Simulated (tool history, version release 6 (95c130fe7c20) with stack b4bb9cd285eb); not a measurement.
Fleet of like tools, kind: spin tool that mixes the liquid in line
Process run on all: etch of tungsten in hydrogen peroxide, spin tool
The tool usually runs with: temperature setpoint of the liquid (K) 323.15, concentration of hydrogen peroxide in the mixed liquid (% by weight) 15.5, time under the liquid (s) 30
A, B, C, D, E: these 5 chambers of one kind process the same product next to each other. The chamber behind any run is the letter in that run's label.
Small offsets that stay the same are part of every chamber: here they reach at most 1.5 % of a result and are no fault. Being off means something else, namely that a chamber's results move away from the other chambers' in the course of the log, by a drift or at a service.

run   hour  temperature setpoint of the liquid (K)  concentration of hydrogen peroxide in the mixed liquid (% by weight)  time under the liquid (s)  hours since the thermometer was replaced  hours since the peroxide flow meter was replaced  hours since the heated supply line was repaired  hours since the drum of peroxide was connected  read-back film thickness of the tungsten reference wafer, read on the same gauge (nm)  thickness taken off the tungsten on a monitor wafer (nm)
 1A    9.5                                  323.15                                                                  15.5                         30                                     261.8                                             795.0                                           1930.1                                           228.4                                                                                 29.990                                                    73.262
 2C   16.0                                  323.15                                                                  15.5                         30                                    1904.6                                             509.5                                           2324.6                                           240.3                                                                                 30.029                                                    74.068
 3B   28.5                                  323.15                                                                  15.5                         30                                     823.8                                             285.2                                           2214.6                                           332.0                                                                                 30.013                                                    73.683
 4D   34.3                                  323.15                                                                  15.5                         30                                     240.9                                             188.4                                            932.0                                           489.7                                                                                 30.026                                                    74.150
 5E   44.2                                  323.15                                                                  15.5                         30                                     496.1                                             646.6                                           1275.0                                           663.9                                                                                 30.003                                                    73.473
 6E   54.8                                  330.65                                                                  15.5                         45                                     506.7                                             657.2                                           1285.6                                           674.5                                                                                 30.005                                                   172.280
      64.7  -- chamber B: new drum of peroxide connected
 7D   68.1                                  330.65                                                                  15.5                         45                                     274.7                                             222.2                                            965.8                                           523.5                                                                                 29.987                                                   172.490
 8B   77.8                                  330.65                                                                  15.5                         45                                     873.1                                             334.5                                           2263.9                                            13.1                                                                                 30.034                                                   172.070
 9A   85.6                                  330.65                                                                  15.5                         45                                     337.9                                             871.1                                           2006.2                                           304.5                                                                                 29.988                                                   172.240
      91.7  -- chamber E: new drum of peroxide connected
10C   96.1                                  330.65                                                                  15.5                         45                                    1984.7                                             589.6                                           2404.7                                           320.4                                                                                 30.002                                                   174.020
11A  104.7                                  323.15                                                                  15.5                         30                                     357.0                                             890.2                                           2025.3                                           323.6                                                                                 29.997                                                    72.142
12D  113.3                                  323.15                                                                  15.5                         30                                     319.9                                             267.4                                           1011.0                                           568.7                                                                                 29.999                                                    74.421
     124.6  -- chamber A: new drum of peroxide connected
13E  126.0                                  323.15                                                                  15.5                         30                                     577.9                                             728.4                                           1356.8                                            34.3                                                                                 30.003                                                    71.431
14B  135.0                                  323.15                                                                  15.5                         30                                     930.3                                             391.7                                           2321.1                                            70.3                                                                                 30.019                                                    73.539
15C  143.9                                  323.15                                                                  15.5                         30                                    2032.5                                             637.4                                           2452.5                                           368.2                                                                                 30.015                                                    74.480
16D  153.5                                  323.15                                                                  15.5                         15                                     360.1                                             307.6                                           1051.2                                           608.9                                                                                 30.028                                                    37.241
17C  164.8                                  323.15                                                                  15.5                         15                                    2053.4                                             658.3                                           2473.4                                           389.1                                                                                 30.034                                                    36.588
18B  170.7                                  323.15                                                                  15.5                         15                                     966.0                                             427.4                                           2356.8                                           106.0                                                                                 30.012                                                    36.241
19A  181.9                                  323.15                                                                  15.5                         15                                     434.2                                             967.4                                           2102.5                                            57.3                                                                                 29.965                                                    36.260
20E  195.4                                  323.15                                                                  15.5                         15                                     647.3                                             797.8                                           1426.2                                           103.7                                                                                 29.971                                                    35.606
     201.9  -- chamber E: heated supply line repaired
21B  206.2                                  323.15                                                                  15.5                         30                                    1001.5                                             462.9                                           2392.3                                           141.5                                                                                 30.051                                                    74.267
22C  217.8                                  323.15                                                                  15.5                         30                                    2106.4                                             711.3                                           2526.4                                           442.1                                                                                 29.974                                                    73.694
23E  229.1                                  323.15                                                                  15.5                         30                                     681.0                                             831.5                                             27.2                                           137.4                                                                                 30.007                                                    70.158
24D  236.6                                  323.15                                                                  18.0                         30                                     443.2                                             390.7                                           1134.3                                           692.0                                                                                 30.023                                                    79.086
25A  244.3                                  323.15                                                                  18.0                         30                                     496.6                                            1029.8                                           2164.9                                           119.7                                                                                 29.977                                                    78.464
26D  256.5                                  323.15                                                                  18.0                         30                                     463.1                                             410.6                                           1154.2                                           711.9                                                                                 30.002                                                    79.550
27C  266.7                                  323.15                                                                  18.0                         30                                    2155.3                                             760.2                                           2575.3                                           491.0                                                                                 29.999                                                    79.543
28B  279.8                                  323.15                                                                  18.0                         30                                    1075.1                                             536.5                                           2465.9                                           215.1                                                                                 30.014                                                    79.396
29A  291.5                                  323.15                                                                  15.5                         30                                     543.8                                            1077.0                                           2212.1                                           166.9                                                                                 30.016                                                    71.670
30E  297.5                                  323.15                                                                  15.5                         30                                     749.4                                             899.9                                             95.6                                           205.8                                                                                 30.002                                                    70.239
31D  310.9                                  323.15                                                                  15.5                         30                                     517.5                                             465.0                                           1208.6                                           766.3                                                                                 30.011                                                    74.366
     318.9  -- chamber C: new drum of peroxide connected
32C  320.3                                  323.15                                                                  15.5                         30                                    2208.9                                             813.8                                           2628.9                                             1.5                                                                                 30.018                                                    73.672
33A  333.5                                  323.15                                                                  15.5                         30                                     585.8                                            1119.0                                           2254.1                                           208.9                                                                                 30.007                                                    73.280
     340.5  -- chamber A: peroxide flow meter replaced
34B  346.1                                  323.15                                                                  15.5                         30                                    1141.4                                             602.8                                           2532.2                                           281.4                                                                                 29.995                                                    73.464
35E  355.4                                  323.15                                                                  15.5                         30                                     807.3                                             957.8                                            153.5                                           263.7                                                                                 30.038                                                    69.174
36D  367.5                                  323.15                                                                  15.5                         30                                     574.1                                             521.6                                           1265.2                                           822.9                                                                                 29.995                                                    74.642
37A  378.9                                  323.15                                                                  15.5                         30                                     631.2                                              38.4                                           2299.5                                           254.3                                                                                 30.001                                                    72.919
38B  388.6                                  323.15                                                                  13.5                         45                                    1183.9                                             645.3                                           2574.7                                           323.9                                                                                 29.972                                                   102.980
39E  401.6                                  323.15                                                                  13.5                         45                                     853.5                                            1004.0                                            199.7                                           309.9                                                                                 29.987                                                    95.866
40C  413.8                                  323.15                                                                  13.5                         45                                    2302.4                                             907.3                                           2722.4                                            95.0                                                                                 29.976                                                   103.630

All chambers now run identical settings, listed one chamber a line with results as question marks. What results will each chamber show?
41A  423.5                                  323.15                                                                  13.0                         30                                                                                                                                                                                                                                                                                                                                             ?
41B  423.5                                  323.15                                                                  13.0                         30                                                                                                                                                                                                                                                                                                                                             ?
41C  423.5                                  323.15                                                                  13.0                         30                                                                                                                                                                                                                                                                                                                                             ?
41D  423.5                                  323.15                                                                  13.0                         30                                                                                                                                                                                                                                                                                                                                             ?
41E  423.5                                  323.15                                                                  13.0                         30                                                                                                                                                                                                                                                                                                                                             ?

run  thickness taken off the tungsten on a monitor wafer (nm)
41A                                                    66.743
41B                                                    66.570
41C                                                    66.880
41D                                                    67.911
41E                                                    63.777

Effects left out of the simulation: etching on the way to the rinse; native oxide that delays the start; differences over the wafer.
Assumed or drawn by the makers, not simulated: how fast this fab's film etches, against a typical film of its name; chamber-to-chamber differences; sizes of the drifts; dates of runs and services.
